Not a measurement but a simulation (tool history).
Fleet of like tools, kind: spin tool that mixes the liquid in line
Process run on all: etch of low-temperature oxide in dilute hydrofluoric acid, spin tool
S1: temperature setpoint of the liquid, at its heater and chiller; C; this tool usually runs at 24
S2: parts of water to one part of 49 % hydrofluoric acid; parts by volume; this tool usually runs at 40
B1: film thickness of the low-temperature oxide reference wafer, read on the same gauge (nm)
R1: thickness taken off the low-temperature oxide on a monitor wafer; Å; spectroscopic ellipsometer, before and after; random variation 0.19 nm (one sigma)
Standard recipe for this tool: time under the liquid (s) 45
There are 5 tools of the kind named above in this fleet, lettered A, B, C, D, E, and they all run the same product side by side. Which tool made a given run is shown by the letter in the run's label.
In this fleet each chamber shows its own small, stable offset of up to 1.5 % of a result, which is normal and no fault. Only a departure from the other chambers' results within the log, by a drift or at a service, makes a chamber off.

Run 1C, hour 4.2: usual settings; B1 109.98. Result: R1 209.44 Å.
Run 2A, hour 7.3: usual settings; B1 110.03. Result: R1 211.86 Å.
Run 3B, hour 12.4: usual settings; B1 110.02. Result: R1 207.92 Å.
Run 4D, hour 16.4: usual settings; B1 109.99. Result: R1 208.14 Å.
Run 5E, hour 18.7: usual settings but S2 25 parts by volume, time under the liquid (s) 60; B1 109.98. Result: R1 459.46 Å.
Run 6D, hour 20.9: usual settings but S2 25 parts by volume, time under the liquid (s) 60; B1 110.01. Result: R1 460.99 Å.
Run 7C, hour 23.2: usual settings but S2 25 parts by volume, time under the liquid (s) 60; B1 109.98. Result: R1 454.16 Å.
Run 8E, hour 27.2: usual settings but S2 25 parts by volume, time under the liquid (s) 60; B1 109.99. Result: R1 453.13 Å.
Run 9B, hour 31.8: usual settings but S2 25 parts by volume, time under the liquid (s) 60; B1 110.06. Result: R1 459.07 Å.
Run 10A, hour 35.4: usual settings; B1 109.99. Result: R1 211.13 Å.
Run 11D, hour 39.6: usual settings; B1 110.02. Result: R1 216.22 Å.
Run 12A, hour 42.5: usual settings; B1 110.06. Result: R1 209.68 Å.
Run 13B, hour 45.6: usual settings; B1 110.01. Result: R1 210.62 Å.
Run 14E, hour 48.2: usual settings; B1 110. Result: R1 212.56 Å.
Run 15C, hour 53: usual settings but S1 26.5 C, S2 25 parts by volume; B1 109.99. Result: R1 373.78 Å.
Run 16A, hour 55.3: usual settings but S1 26.5 C, S2 25 parts by volume; B1 110. Result: R1 379.22 Å.
Run 17E, hour 58.8: usual settings but S1 26.5 C, S2 25 parts by volume; B1 110. Result: R1 380.11 Å.
Run 18D, hour 62.1: usual settings but S1 26.5 C, S2 25 parts by volume; B1 109.97. Result: R1 374.99 Å.
Run 19C, hour 64.4: usual settings but S1 26.5 C, S2 25 parts by volume; B1 110.02. Result: R1 379.87 Å.
Run 20B, hour 68.7: usual settings; B1 109.99. Result: R1 208.1 Å.
Run 21A, hour 73.4: usual settings; B1 110.02. Result: R1 208.91 Å.
Run 22E, hour 78.6: usual settings; B1 110.01. Result: R1 210.35 Å.
Run 23D, hour 80.9: usual settings; B1 110. Result: R1 203.84 Å.
Run 24C, hour 83.3: usual settings; B1 109.99. Result: R1 209.69 Å.
Run 25B, hour 88.3: usual settings; B1 109.97. Result: R1 207.74 Å.
At hour 90: chamber C: hydrofluoric acid flow meter replaced.
Run 26C, hour 91.1: usual settings; B1 109.98. Result: R1 208.89 Å.
Run 27B, hour 95.3: usual settings; B1 110.04. Result: R1 206.58 Å.
Run 28E, hour 97.8: usual settings; B1 109.97. Result: R1 211.2 Å.
Run 29D, hour 102.6: usual settings; B1 109.98. Result: R1 199.87 Å.
Run 30A, hour 105: usual settings; B1 109.98. Result: R1 208.58 Å.
Run 31E, hour 109.4: usual settings; B1 110.03. Result: R1 210.76 Å.
Run 32C, hour 113.3: usual settings; B1 110.05. Result: R1 208.58 Å.
Run 33B, hour 116.3: usual settings; B1 110.03. Result: R1 211.2 Å.
Run 34D, hour 119.2: usual settings; B1 109.98. Result: R1 196.49 Å.
Run 35A, hour 121.8: usual settings; B1 110.01. Result: R1 212.24 Å.
Run 36B, hour 124.5: usual settings; B1 110.01. Result: R1 210.63 Å.
Run 37E, hour 127.4: usual settings; B1 110.04. Result: R1 213.06 Å.
Run 38C, hour 131: usual settings; B1 109.98. Result: R1 209.54 Å.
Run 39D, hour 134.8: usual settings; B1 110.02. Result: R1 190.97 Å.
Run 40A, hour 138.6: usual settings; B1 109.96. Result: R1 214.62 Å.
Run 41C, hour 143.4: usual settings; B1 110.03. Result: R1 208.17 Å.
Run 42B, hour 147: usual settings; B1 109.99. Result: R1 207.03 Å.
Run 43D, hour 150.2: usual settings; B1 109.99. Result: R1 188.97 Å.
Run 44A, hour 153.1: usual settings; B1 109.99. Result: R1 212.37 Å.

Is one chamber out of step, is the gauge drifting, or do the chambers differ by no more than their own small offsets? For an off chamber, give its letter and the likeliest cause.

Little by little, chamber D moves away from the other chambers.
Most likely cause: hydrofluoric acid flow below the setpoint (%) = 11.7.

Below are 4 candidate recipes for chamber D's next run, each the usual settings with a change, their results shown as question marks. Which of them brings D's results back in line with what the other chambers give on the usual settings?
Allowed miss from the other chambers' usual-settings mean, per result, to count as in line: R1 6.7 Å
Run 45D-1, hour 156.8: usual settings but S1 23 C. Result: R1 ?.
Run 45D-2, hour 156.8: usual settings but S1 21 C. Result: R1 ?.
Run 45D-3, hour 156.8: usual settings but S1 25 C. Result: R1 ?.
Run 45D-4, hour 156.8: usual settings but S1 24.5 C, time under the liquid (s) 50. Result: R1 ?.

Mean of the other chambers on the usual settings: R1 210.06 Å
  run      R1
45D-1  178.74
45D-2  164.14
45D-3  194.45
45D-4  211.58
45D-4 puts the chamber back in line with the other chambers.

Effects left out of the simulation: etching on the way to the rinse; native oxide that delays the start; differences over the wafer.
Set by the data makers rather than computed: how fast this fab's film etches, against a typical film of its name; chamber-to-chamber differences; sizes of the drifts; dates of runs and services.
